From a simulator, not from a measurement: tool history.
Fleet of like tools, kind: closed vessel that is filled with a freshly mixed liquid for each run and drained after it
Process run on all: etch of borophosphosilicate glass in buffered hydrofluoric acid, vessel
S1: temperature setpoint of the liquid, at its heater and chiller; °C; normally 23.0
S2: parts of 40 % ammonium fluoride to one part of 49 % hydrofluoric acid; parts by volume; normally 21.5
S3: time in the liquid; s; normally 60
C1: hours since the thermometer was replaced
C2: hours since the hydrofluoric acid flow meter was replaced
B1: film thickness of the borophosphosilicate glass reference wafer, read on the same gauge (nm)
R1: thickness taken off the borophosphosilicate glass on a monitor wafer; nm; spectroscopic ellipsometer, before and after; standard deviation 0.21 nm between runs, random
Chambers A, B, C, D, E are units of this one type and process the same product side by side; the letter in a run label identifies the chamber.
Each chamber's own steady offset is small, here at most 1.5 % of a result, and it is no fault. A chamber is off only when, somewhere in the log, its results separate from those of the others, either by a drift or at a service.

{"run": "1D", "hour": 9.1, "S1": 23.0, "S2": 21.5, "S3": 60, "C1": 979.3, "C2": 748.6, "B1": 50.0, "R1": 34.227}
{"run": "2E", "hour": 15.2, "S1": 23.0, "S2": 21.5, "S3": 60, "C1": 229.3, "C2": 1032.0, "B1": 49.981, "R1": 33.649}
{"run": "3A", "hour": 22.1, "S1": 23.0, "S2": 21.5, "S3": 60, "C1": 611.4, "C2": 320.0, "B1": 49.942, "R1": 34.214}
{"run": "4B", "hour": 26.2, "S1": 23.0, "S2": 21.5, "S3": 60, "C1": 661.2, "C2": 762.0, "B1": 49.994, "R1": 34.229}
{"run": "5C", "hour": 32.8, "S1": 23.0, "S2": 21.5, "S3": 60, "C1": 933.0, "C2": 674.3, "B1": 49.991, "R1": 33.669}
{"run": "6B", "hour": 42.1, "S1": 23.0, "S2": 21.5, "S3": 60, "C1": 677.1, "C2": 777.9, "B1": 49.994, "R1": 33.823}
{"run": "7A", "hour": 51.2, "S1": 26.5, "S2": 21.5, "S3": 60, "C1": 640.5, "C2": 349.1, "B1": 49.968, "R1": 41.473}
{"run": "8D", "hour": 57.2, "S1": 26.5, "S2": 21.5, "S3": 60, "C1": 1027.4, "C2": 796.7, "B1": 50.05, "R1": 40.763}
{"run": "9C", "hour": 64.9, "S1": 26.5, "S2": 21.5, "S3": 60, "C1": 965.1, "C2": 706.4, "B1": 49.973, "R1": 41.328}
{"run": "10E", "hour": 71.3, "S1": 26.5, "S2": 21.5, "S3": 60, "C1": 285.4, "C2": 1088.1, "B1": 49.984, "R1": 40.846}
{"run": "11E", "hour": 80.6, "S1": 26.5, "S2": 21.5, "S3": 60, "C1": 294.7, "C2": 1097.4, "B1": 50.011, "R1": 41.017}
{"hour": 83.8, "done": "chamber E: hydrofluoric acid flow meter replaced"}
{"run": "12B", "hour": 86.6, "S1": 23.0, "S2": 21.5, "S3": 60, "C1": 721.6, "C2": 822.4, "B1": 49.976, "R1": 33.621}
{"run": "13D", "hour": 94.2, "S1": 23.0, "S2": 21.5, "S3": 60, "C1": 1064.4, "C2": 833.7, "B1": 50.027, "R1": 33.739}
{"run": "14A", "hour": 103.2, "S1": 23.0, "S2": 21.5, "S3": 60, "C1": 692.5, "C2": 401.1, "B1": 49.969, "R1": 34.395}
{"run": "15C", "hour": 108.6, "S1": 23.0, "S2": 21.5, "S3": 60, "C1": 1008.8, "C2": 750.1, "B1": 49.967, "R1": 34.217}
{"run": "16C", "hour": 115.3, "S1": 23.0, "S2": 21.5, "S3": 60, "C1": 1015.5, "C2": 756.8, "B1": 50.008, "R1": 33.564}
{"hour": 116.3, "done": "chamber C: thermometer replaced"}
{"run": "17B", "hour": 124.7, "S1": 27.0, "S2": 21.5, "S3": 90, "C1": 759.7, "C2": 860.5, "B1": 50.026, "R1": 61.645}
{"run": "18A", "hour": 130.7, "S1": 27.0, "S2": 21.5, "S3": 90, "C1": 720.0, "C2": 428.6, "B1": 49.999, "R1": 64.479}
{"run": "19D", "hour": 137.7, "S1": 27.0, "S2": 21.5, "S3": 90, "C1": 1107.9, "C2": 877.2, "B1": 50.018, "R1": 62.193}
{"hour": 145.1, "done": "chamber D: hydrofluoric acid flow meter replaced"}
{"run": "20E", "hour": 147.2, "S1": 27.0, "S2": 21.5, "S3": 90, "C1": 361.3, "C2": 63.5, "B1": 49.956, "R1": 62.293}
{"run": "21A", "hour": 152.3, "S1": 27.0, "S2": 21.5, "S3": 90, "C1": 741.6, "C2": 450.2, "B1": 50.001, "R1": 64.389}
{"run": "22C", "hour": 156.6, "S1": 23.0, "S2": 21.5, "S3": 60, "C1": 40.4, "C2": 798.1, "B1": 49.999, "R1": 34.3}
{"run": "23B", "hour": 160.9, "S1": 23.0, "S2": 21.5, "S3": 60, "C1": 795.9, "C2": 896.7, "B1": 50.001, "R1": 32.481}
{"run": "24D", "hour": 169.4, "S1": 23.0, "S2": 21.5, "S3": 60, "C1": 1139.6, "C2": 24.4, "B1": 49.99, "R1": 34.01}
{"run": "25E", "hour": 178.8, "S1": 23.0, "S2": 21.5, "S3": 60, "C1": 392.9, "C2": 95.1, "B1": 49.984, "R1": 33.702}
{"run": "26E", "hour": 183.7, "S1": 23.0, "S2": 21.5, "S3": 60, "C1": 397.8, "C2": 100.0, "B1": 49.98, "R1": 33.766}
{"run": "27C", "hour": 193.1, "S1": 25.0, "S2": 21.5, "S3": 60, "C1": 76.9, "C2": 834.6, "B1": 49.99, "R1": 37.518}
{"run": "28B", "hour": 202.0, "S1": 25.0, "S2": 21.5, "S3": 60, "C1": 837.0, "C2": 937.8, "B1": 49.986, "R1": 36.132}
{"run": "29A", "hour": 211.5, "S1": 25.0, "S2": 21.5, "S3": 60, "C1": 800.8, "C2": 509.4, "B1": 49.995, "R1": 38.166}
{"run": "30D", "hour": 219.4, "S1": 25.0, "S2": 21.5, "S3": 60, "C1": 1189.6, "C2": 74.4, "B1": 50.0, "R1": 37.829}
{"run": "31E", "hour": 227.4, "S1": 25.0, "S2": 21.5, "S3": 60, "C1": 441.5, "C2": 143.7, "B1": 50.009, "R1": 38.064}
{"run": "32A", "hour": 235.1, "S1": 19.5, "S2": 21.5, "S3": 40, "C1": 824.4, "C2": 533.0, "B1": 50.013, "R1": 18.587}
{"run": "33B", "hour": 241.8, "S1": 19.5, "S2": 21.5, "S3": 40, "C1": 876.8, "C2": 977.6, "B1": 49.982, "R1": 17.51}
{"run": "34C", "hour": 247.1, "S1": 19.5, "S2": 21.5, "S3": 40, "C1": 130.9, "C2": 888.6, "B1": 50.011, "R1": 18.606}
{"run": "35D", "hour": 252.9, "S1": 19.5, "S2": 21.5, "S3": 40, "C1": 1223.1, "C2": 107.9, "B1": 50.005, "R1": 18.487}
{"run": "36C", "hour": 260.8, "S1": 19.5, "S2": 21.5, "S3": 40, "C1": 144.6, "C2": 902.3, "B1": 49.981, "R1": 18.711}
{"run": "37E", "hour": 265.8, "S1": 23.0, "S2": 21.5, "S3": 60, "C1": 479.9, "C2": 182.1, "B1": 49.995, "R1": 33.585}
{"run": "38D", "hour": 273.5, "S1": 23.0, "S2": 21.5, "S3": 60, "C1": 1243.7, "C2": 128.5, "B1": 49.999, "R1": 33.811}
{"run": "39B", "hour": 278.3, "S1": 23.0, "S2": 21.5, "S3": 60, "C1": 913.3, "C2": 1014.1, "B1": 49.991, "R1": 31.328}
{"run": "40A", "hour": 282.4, "S1": 23.0, "S2": 21.5, "S3": 60, "C1": 871.7, "C2": 580.3, "B1": 49.979, "R1": 34.279}

Is one chamber off against the others, does the gauge drift, or is nothing wrong? If a chamber is off, say which, and what the likeliest cause is.

One chamber, B, drifts off from the rest bit by bit.
Most likely cause: liquid colder than its thermometer reads (K) = 1.63.
The log might look much the same if the cause were instead: hydrofluoric acid flow below the setpoint (%).

Here are 4 candidates for chamber B's next run, each the usual settings with a change, their results left as question marks. Which one brings its results back in line with what the others give on the usual settings?
Allowed miss from the other chambers' usual-settings mean, per result, to count as in line: R1 0.750 nm
{"run": "41B-1", "hour": 289.1, "S1": 23.5, "S2": 21.0, "S3": 60, "R1": "?"}
{"run": "41B-2", "hour": 289.1, "S1": 23.0, "S2": 21.0, "S3": 65, "R1": "?"}
{"run": "41B-3", "hour": 289.1, "S1": 21.5, "S2": 21.5, "S3": 60, "R1": "?"}
{"run": "41B-4", "hour": 289.1, "S1": 23.0, "S2": 22.5, "S3": 60, "R1": "?"}

Average result of the remaining chambers running the usual settings: R1 33.991 nm
run=41B-1 R1=32.487
run=41B-2 R1=34.220
run=41B-3 R1=28.578
run=41B-4 R1=30.094
41B-2 is the one that brings the chamber's results back in line with the other chambers.
